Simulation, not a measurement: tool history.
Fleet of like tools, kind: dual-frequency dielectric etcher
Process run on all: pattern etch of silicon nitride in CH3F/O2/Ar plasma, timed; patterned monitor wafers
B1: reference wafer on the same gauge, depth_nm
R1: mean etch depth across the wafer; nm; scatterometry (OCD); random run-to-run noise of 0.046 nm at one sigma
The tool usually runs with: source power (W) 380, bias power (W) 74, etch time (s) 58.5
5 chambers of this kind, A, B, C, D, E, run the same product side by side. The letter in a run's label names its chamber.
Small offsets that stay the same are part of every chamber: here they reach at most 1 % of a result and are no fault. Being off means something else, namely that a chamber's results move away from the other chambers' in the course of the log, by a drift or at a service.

run 1D day=0.229 | source_power_(W)=380 bias_power_(W)=74 etch_time_(s)=58.5 | B1=46.106 | R1=40.172
-- day=0.288 chamber B: wet clean of the chamber
run 2E day=0.504 | source_power_(W)=380 bias_power_(W)=74 etch_time_(s)=58.5 | B1=46.092 | R1=40.73
run 3C day=0.858 | source_power_(W)=380 bias_power_(W)=74 etch_time_(s)=58.5 | B1=46.083 | R1=40.365
run 4B day=1.217 | source_power_(W)=380 bias_power_(W)=74 etch_time_(s)=58.5 | B1=46.075 | R1=40.399
run 5A day=1.471 | source_power_(W)=380 bias_power_(W)=74 etch_time_(s)=58.5 | B1=46.064 | R1=40.529
run 6E day=1.646 | source_power_(W)=380 bias_power_(W)=74 etch_time_(s)=58.5 | B1=46.059 | R1=40.663
run 7C day=1.938 | source_power_(W)=380 bias_power_(W)=74 etch_time_(s)=58.5 | B1=46.061 | R1=40.397
run 8A day=2.238 | source_power_(W)=380 bias_power_(W)=74 etch_time_(s)=58.5 | B1=46.055 | R1=40.441
run 9B day=2.596 | source_power_(W)=380 bias_power_(W)=74 etch_time_(s)=58.5 | B1=46.057 | R1=40.357
run 10D day=2.762 | source_power_(W)=380 bias_power_(W)=74 etch_time_(s)=58.5 | B1=46.046 | R1=40.156
run 11A day=3.021 | source_power_(W)=380 bias_power_(W)=85 etch_time_(s)=58.5 | B1=46.034 | R1=42.404
run 12C day=3.188 | source_power_(W)=380 bias_power_(W)=85 etch_time_(s)=58.5 | B1=46.023 | R1=42.438
run 13D day=3.521 | source_power_(W)=380 bias_power_(W)=85 etch_time_(s)=58.5 | B1=46.033 | R1=42.232
run 14B day=3.767 | source_power_(W)=380 bias_power_(W)=85 etch_time_(s)=58.5 | B1=46.017 | R1=42.354
run 15E day=4.125 | source_power_(W)=380 bias_power_(W)=85 etch_time_(s)=58.5 | B1=46.011 | R1=42.606
run 16C day=4.375 | source_power_(W)=380 bias_power_(W)=74 etch_time_(s)=58.5 | B1=45.995 | R1=40.312
run 17B day=4.583 | source_power_(W)=380 bias_power_(W)=74 etch_time_(s)=74.5 | B1=46.006 | R1=51.338
run 18D day=4.775 | source_power_(W)=380 bias_power_(W)=74 etch_time_(s)=74.5 | B1=46.01 | R1=51.107
run 19A day=4.958 | source_power_(W)=380 bias_power_(W)=74 etch_time_(s)=74.5 | B1=46.011 | R1=51.458
run 20E day=5.15 | source_power_(W)=380 bias_power_(W)=74 etch_time_(s)=74.5 | B1=46 | R1=51.698
run 21A day=5.504 | source_power_(W)=380 bias_power_(W)=74 etch_time_(s)=74.5 | B1=45.978 | R1=51.478
-- day=5.65 chamber E: wet clean of the chamber
run 22E day=5.804 | source_power_(W)=380 bias_power_(W)=74 etch_time_(s)=58.5 | B1=45.985 | R1=40.663
run 23C day=6.046 | source_power_(W)=380 bias_power_(W)=74 etch_time_(s)=58.5 | B1=45.989 | R1=40.296
run 24D day=6.358 | source_power_(W)=380 bias_power_(W)=74 etch_time_(s)=58.5 | B1=45.979 | R1=40.149
run 25B day=6.729 | source_power_(W)=380 bias_power_(W)=74 etch_time_(s)=58.5 | B1=45.965 | R1=40.311
run 26E day=7.092 | source_power_(W)=380 bias_power_(W)=74 etch_time_(s)=58.5 | B1=45.951 | R1=40.678
run 27B day=7.275 | source_power_(W)=380 bias_power_(W)=74 etch_time_(s)=58.5 | B1=45.954 | R1=40.303
run 28D day=7.629 | source_power_(W)=380 bias_power_(W)=74 etch_time_(s)=58.5 | B1=45.951 | R1=40.15
run 29A day=7.792 | source_power_(W)=380 bias_power_(W)=74 etch_time_(s)=58.5 | B1=45.944 | R1=40.298
run 30C day=8.071 | source_power_(W)=380 bias_power_(W)=74 etch_time_(s)=58.5 | B1=45.933 | R1=40.298
run 31C day=8.279 | source_power_(W)=380 bias_power_(W)=74 etch_time_(s)=58.5 | B1=45.942 | R1=40.28
run 32D day=8.496 | source_power_(W)=380 bias_power_(W)=74 etch_time_(s)=58.5 | B1=45.931 | R1=40
run 33E day=8.708 | source_power_(W)=380 bias_power_(W)=74 etch_time_(s)=58.5 | B1=45.925 | R1=40.586
run 34B day=8.983 | source_power_(W)=380 bias_power_(W)=74 etch_time_(s)=58.5 | B1=45.921 | R1=40.219
-- day=9.242 chamber C: wet clean of the chamber
run 35A day=9.35 | source_power_(W)=380 bias_power_(W)=74 etch_time_(s)=58.5 | B1=45.895 | R1=40.391
run 36D day=9.596 | source_power_(W)=380 bias_power_(W)=74 etch_time_(s)=58.5 | B1=45.904 | R1=40.009
run 37C day=9.788 | source_power_(W)=380 bias_power_(W)=74 etch_time_(s)=58.5 | B1=45.911 | R1=40.315
run 38B day=9.958 | source_power_(W)=380 bias_power_(W)=74 etch_time_(s)=58.5 | B1=45.896 | R1=40.206
run 39A day=10.283 | source_power_(W)=380 bias_power_(W)=74 etch_time_(s)=58.5 | B1=45.896 | R1=40.266

Predict what each chamber gives when all 5 of them run the settings below next.
run 40A day=10.55 | source_power_(W)=380 bias_power_(W)=74 etch_time_(s)=58.5 | R1=?
run 40B day=10.55 | source_power_(W)=380 bias_power_(W)=74 etch_time_(s)=58.5 | R1=?
run 40C day=10.55 | source_power_(W)=380 bias_power_(W)=74 etch_time_(s)=58.5 | R1=?
run 40D day=10.55 | source_power_(W)=380 bias_power_(W)=74 etch_time_(s)=58.5 | R1=?
run 40E day=10.55 | source_power_(W)=380 bias_power_(W)=74 etch_time_(s)=58.5 | R1=?

run=40A R1=40.319
run=40B R1=40.284
run=40C R1=40.294
run=40D R1=40.071
run=40E R1=40.576
